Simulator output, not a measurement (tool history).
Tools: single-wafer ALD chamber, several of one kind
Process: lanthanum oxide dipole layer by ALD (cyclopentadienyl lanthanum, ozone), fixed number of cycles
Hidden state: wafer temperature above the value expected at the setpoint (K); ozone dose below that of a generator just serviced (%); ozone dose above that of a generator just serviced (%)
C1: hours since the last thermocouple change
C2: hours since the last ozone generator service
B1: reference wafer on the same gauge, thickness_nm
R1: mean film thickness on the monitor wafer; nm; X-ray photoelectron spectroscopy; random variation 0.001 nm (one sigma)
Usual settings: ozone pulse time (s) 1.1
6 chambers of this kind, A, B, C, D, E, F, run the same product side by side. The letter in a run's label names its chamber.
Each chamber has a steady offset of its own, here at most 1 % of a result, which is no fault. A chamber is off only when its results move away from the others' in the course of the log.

{"run": "1B", "hour": 9.2, "ozone pulse time (s)": 1.1, "C1": 1123.1, "C2": 1708.2, "B1": 0.48792, "R1": 0.51871}
{"run": "2F", "hour": 22.8, "ozone pulse time (s)": 1.1, "C1": 503.8, "C2": 150.8, "B1": 0.48805, "R1": 0.50959}
{"run": "3C", "hour": 35.5, "ozone pulse time (s)": 1.1, "C1": 244.5, "C2": 986.7, "B1": 0.48807, "R1": 0.5189}
{"run": "4E", "hour": 46.4, "ozone pulse time (s)": 1.1, "C1": 1201.1, "C2": 840.4, "B1": 0.48799, "R1": 0.51882}
{"run": "5A", "hour": 58.0, "ozone pulse time (s)": 1.1, "C1": 887.2, "C2": 350.7, "B1": 0.4881, "R1": 0.51254}
{"hour": 59.9, "done": "chamber D: thermocouple changed; heater temperature recalibrated"}
{"hour": 69.6, "done": "chamber B: ozone generator serviced"}
{"run": "6D", "hour": 72.5, "ozone pulse time (s)": 1.1, "C1": 12.7, "C2": 213.6, "B1": 0.48786, "R1": 0.51335}
{"run": "7E", "hour": 86.8, "ozone pulse time (s)": 1.1, "C1": 1241.5, "C2": 880.8, "B1": 0.48804, "R1": 0.51744}
{"run": "8A", "hour": 96.7, "ozone pulse time (s)": 1.1, "C1": 925.9, "C2": 389.4, "B1": 0.48798, "R1": 0.51198}
{"run": "9D", "hour": 105.1, "ozone pulse time (s)": 1.1, "C1": 45.3, "C2": 246.2, "B1": 0.48787, "R1": 0.51334}
{"run": "10F", "hour": 114.1, "ozone pulse time (s)": 1.1, "C1": 595.1, "C2": 242.1, "B1": 0.48793, "R1": 0.51141}
{"run": "11C", "hour": 127.5, "ozone pulse time (s)": 1.1, "C1": 336.5, "C2": 1078.7, "B1": 0.48804, "R1": 0.51953}
{"run": "12B", "hour": 141.4, "ozone pulse time (s)": 1.1, "C1": 1255.3, "C2": 71.9, "B1": 0.48784, "R1": 0.51612}
{"run": "13A", "hour": 148.0, "ozone pulse time (s)": 1.1, "C1": 977.2, "C2": 440.7, "B1": 0.48776, "R1": 0.51214}
{"run": "14D", "hour": 156.4, "ozone pulse time (s)": 1.1, "C1": 96.6, "C2": 297.5, "B1": 0.48786, "R1": 0.51412}
{"run": "15F", "hour": 166.8, "ozone pulse time (s)": 1.1, "C1": 647.8, "C2": 294.8, "B1": 0.48787, "R1": 0.51002}
{"run": "16B", "hour": 177.5, "ozone pulse time (s)": 0.85, "C1": 1291.4, "C2": 108, "B1": 0.48796, "R1": 0.47584}
{"run": "17E", "hour": 186.9, "ozone pulse time (s)": 0.85, "C1": 1341.6, "C2": 980.9, "B1": 0.4877, "R1": 0.47776}
{"run": "18C", "hour": 198.6, "ozone pulse time (s)": 0.85, "C1": 407.6, "C2": 1149.8, "B1": 0.48776, "R1": 0.47768}
{"run": "19A", "hour": 209.2, "ozone pulse time (s)": 0.85, "C1": 1038.4, "C2": 501.9, "B1": 0.48793, "R1": 0.47143}
{"run": "20D", "hour": 218.0, "ozone pulse time (s)": 0.85, "C1": 158.2, "C2": 359.1, "B1": 0.48813, "R1": 0.47388}
{"hour": 231.4, "done": "chamber A: thermocouple changed; heater temperature recalibrated"}
{"run": "21C", "hour": 231.8, "ozone pulse time (s)": 0.85, "C1": 440.8, "C2": 1183, "B1": 0.48803, "R1": 0.476}
{"run": "22E", "hour": 238.3, "ozone pulse time (s)": 1.1, "C1": 1393, "C2": 1032.3, "B1": 0.48788, "R1": 0.51849}
{"run": "23B", "hour": 251.0, "ozone pulse time (s)": 1.43, "C1": 1364.9, "C2": 181.5, "B1": 0.48802, "R1": 0.54911}
{"run": "24F", "hour": 260.4, "ozone pulse time (s)": 1.43, "C1": 741.4, "C2": 388.4, "B1": 0.48774, "R1": 0.5408}
{"run": "25F", "hour": 274.5, "ozone pulse time (s)": 1.43, "C1": 755.5, "C2": 402.5, "B1": 0.4881, "R1": 0.54182}
{"run": "26D", "hour": 285.7, "ozone pulse time (s)": 1.43, "C1": 225.9, "C2": 426.8, "B1": 0.48817, "R1": 0.54174}
{"run": "27E", "hour": 300.2, "ozone pulse time (s)": 1.43, "C1": 1454.9, "C2": 1094.2, "B1": 0.48819, "R1": 0.55257}
{"run": "28C", "hour": 314.3, "ozone pulse time (s)": 1.43, "C1": 523.3, "C2": 1265.5, "B1": 0.48804, "R1": 0.54861}
{"run": "29A", "hour": 322.3, "ozone pulse time (s)": 1.1, "C1": 90.9, "C2": 615, "B1": 0.48822, "R1": 0.51362}
{"run": "30B", "hour": 329.7, "ozone pulse time (s)": 1.1, "C1": 1443.6, "C2": 260.2, "B1": 0.48798, "R1": 0.51696}
{"run": "31E", "hour": 338.7, "ozone pulse time (s)": 1.1, "C1": 1493.4, "C2": 1132.7, "B1": 0.4883, "R1": 0.518}
{"run": "32D", "hour": 353.1, "ozone pulse time (s)": 1.1, "C1": 293.3, "C2": 494.2, "B1": 0.48796, "R1": 0.51554}
{"run": "33C", "hour": 365.7, "ozone pulse time (s)": 1.1, "C1": 574.7, "C2": 1316.9, "B1": 0.48792, "R1": 0.51861}
{"hour": 367.5, "done": "chamber F: thermocouple changed; heater temperature recalibrated"}
{"run": "34F", "hour": 377.6, "ozone pulse time (s)": 1.1, "C1": 10.2, "C2": 505.6, "B1": 0.48797, "R1": 0.50896}
{"run": "35A", "hour": 386.1, "ozone pulse time (s)": 1.1, "C1": 154.7, "C2": 678.8, "B1": 0.48788, "R1": 0.51409}
{"run": "36B", "hour": 396.4, "ozone pulse time (s)": 1.1, "C1": 1510.3, "C2": 326.9, "B1": 0.48814, "R1": 0.51708}

Next, every chamber runs the same settings. What will each give?
{"run": "37A", "hour": 406.8, "ozone pulse time (s)": 1.44, "R1": "?"}
{"run": "37B", "hour": 406.8, "ozone pulse time (s)": 1.44, "R1": "?"}
{"run": "37C", "hour": 406.8, "ozone pulse time (s)": 1.44, "R1": "?"}
{"run": "37D", "hour": 406.8, "ozone pulse time (s)": 1.44, "R1": "?"}
{"run": "37E", "hour": 406.8, "ozone pulse time (s)": 1.44, "R1": "?"}
{"run": "37F", "hour": 406.8, "ozone pulse time (s)": 1.44, "R1": "?"}

run=37A R1=0.54282
run=37B R1=0.54619
run=37C R1=0.55027
run=37D R1=0.54602
run=37E R1=0.54812
run=37F R1=0.54291

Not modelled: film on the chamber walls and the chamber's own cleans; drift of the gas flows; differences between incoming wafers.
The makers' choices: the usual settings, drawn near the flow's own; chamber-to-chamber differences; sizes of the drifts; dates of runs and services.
